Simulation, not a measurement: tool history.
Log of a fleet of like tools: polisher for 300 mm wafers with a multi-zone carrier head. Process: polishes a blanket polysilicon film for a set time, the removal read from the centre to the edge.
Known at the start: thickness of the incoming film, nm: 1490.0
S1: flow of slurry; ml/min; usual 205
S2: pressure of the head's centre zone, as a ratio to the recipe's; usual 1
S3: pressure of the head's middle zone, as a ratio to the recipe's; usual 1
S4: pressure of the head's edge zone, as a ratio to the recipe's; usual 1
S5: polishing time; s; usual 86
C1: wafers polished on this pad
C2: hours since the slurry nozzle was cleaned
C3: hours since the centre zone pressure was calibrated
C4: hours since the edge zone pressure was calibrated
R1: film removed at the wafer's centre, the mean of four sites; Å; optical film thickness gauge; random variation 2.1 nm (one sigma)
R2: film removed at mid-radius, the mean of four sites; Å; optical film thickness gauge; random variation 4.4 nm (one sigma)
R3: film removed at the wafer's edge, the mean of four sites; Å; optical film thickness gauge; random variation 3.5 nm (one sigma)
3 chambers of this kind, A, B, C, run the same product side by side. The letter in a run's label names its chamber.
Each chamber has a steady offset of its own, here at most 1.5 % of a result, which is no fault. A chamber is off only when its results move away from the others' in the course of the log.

run	hour	S1	S2	S3	S4	S5	C1	C2	C3	C4	R1	R2	R3
1B	4.4	205	1	1	1	86	940	378.6	1144.2	101.1	3491	3504.2	3457.3
2C	7.7	205	1	1	1	86	300	608.9	112.3	528.3	3466.5	3427.2	3413.5
3A	11.7	205	1	1	1	86	501	122.2	628.1	133	3416.5	3416.2	3516.2
4A	16.4	205	1	1	1	86	560	126.9	632.8	137.7	3435.6	3419.6	3528.7
5C	19.2	205	1	1	1	86	444	620.4	123.8	539.8	3449.7	3502.2	3452.2
# hour 19.8: chamber B: worn pad replaced by a new one
6B	24.4	205	1	1	1	86	57	398.6	1164.2	121.1	3525.7	3438.8	3459.6
7C	28.8	205	1	1	1	86	564	630	133.4	549.4	3481.8	3410.6	3445.5
8A	31.5	205	1	1	1	86	749	142	647.9	152.8	3426.8	3464.8	3463.4
# hour 34.3: chamber C: worn pad replaced by a new one
9B	37.4	205	1	1	1	86	220	411.6	1177.2	134.1	3512.8	3419.1	3417.6
10B	40.4	205	1	1	1	86	258	414.6	1180.2	137.1	3452.6	3420.1	3486.9
11A	44.3	205	1	1	0.9	99	909	154.8	660.7	165.6	3967.1	3966.3	3764.5
12C	48.5	205	1	1	0.9	99	178	649.7	153.1	569.1	4009.7	3873.1	3804.3
13A	51.5	205	1	1	0.9	99	999	162	667.9	172.8	3924.2	3834.5	3760.3
14C	57	205	1	1	1	86	285	658.2	161.6	577.6	3454.2	3429.8	3468.3
15B	60	205	1	1	1	86	503	434.2	1199.8	156.7	3489.9	3394.4	3497.9
16B	62.9	205	1	1	1	86	539	437.1	1202.7	159.6	3456.1	3492.4	3436.4
17C	65.7	205	1	1	1	86	394	666.9	170.3	586.3	3466.2	3535.1	3433.2
18A	68.8	205	1	1	1	86	1216	179.3	685.2	190.1	3355.7	3300.1	3332.8
19B	72.7	205	1	1	1	86	662	446.9	1212.5	169.4	3507.2	3564.5	3482.8
20C	78.3	205	1	0.92	1	86	551	679.5	182.9	598.9	3459.9	3179.5	3434.2
21A	80.9	205	1	0.92	1	86	1367	191.4	697.3	202.2	3280.4	3100.4	3355.4
22A	84.3	205	1	0.92	1	86	1410	194.8	700.7	205.6	3242.6	3013.9	3314.8
23C	87.2	205	1	1	1	86	663	688.4	191.8	607.8	3468.6	3451.4	3494.8
24B	92.4	205	1	1	1	86	909	466.6	1232.2	189.1	3497.3	3376.7	3445.8
# hour 94.3: chamber C: worn pad replaced by a new one
25A	97.3	205	1	1	1	86	1572	207.8	713.7	218.6	3209.9	3241.5	3268
26B	101.1	205	1	1	1.1	86	1017	475.3	1240.9	197.8	3482.3	3512.4	3589.5
27C	104.7	205	1	1	1.1	86	131	705.9	209.3	625.3	3494.6	3510.1	3684.7

What goes on in this fleet: one chamber off, a drifting gauge, or nothing beyond the chambers' own small offsets? Name the chamber and the cause, if any.

Chamber A drifts away from the others.
Cause: removal rate lost through wear of the pad, % = 8.23.
The log may not tell that from: slurry flow missing at the pad, %.

Here are 4 candidates for chamber A's next run, each the usual settings with a change, their results left as question marks. Which one brings its results back in line with what the others give on the usual settings?
In line means no further than this from the other chambers' mean on the usual settings: R1 73 Å; R2 150 Å; R3 120 Å
28A-1	109.1	210	1.01	1.01	0.99	93					?	?	?
28A-2	109.1	205	1	1	1	84					?	?	?
28A-3	109.1	205	1	1	1	88					?	?	?
28A-4	109.1	200	0.99	0.99	1.01	79					?	?	?

The other chambers' mean on the usual settings: R1 3476.2 Å; R2 3458.7 Å; R3 3471.7 Å
run	R1	R2	R3
28A-1	3461.6	3430	3469.5
28A-2	3081.5	3059.6	3142.7
28A-3	3228.3	3205.3	3292.4
28A-4	2855.4	2841.1	2963.7
28A-1 brings the chamber back in line.

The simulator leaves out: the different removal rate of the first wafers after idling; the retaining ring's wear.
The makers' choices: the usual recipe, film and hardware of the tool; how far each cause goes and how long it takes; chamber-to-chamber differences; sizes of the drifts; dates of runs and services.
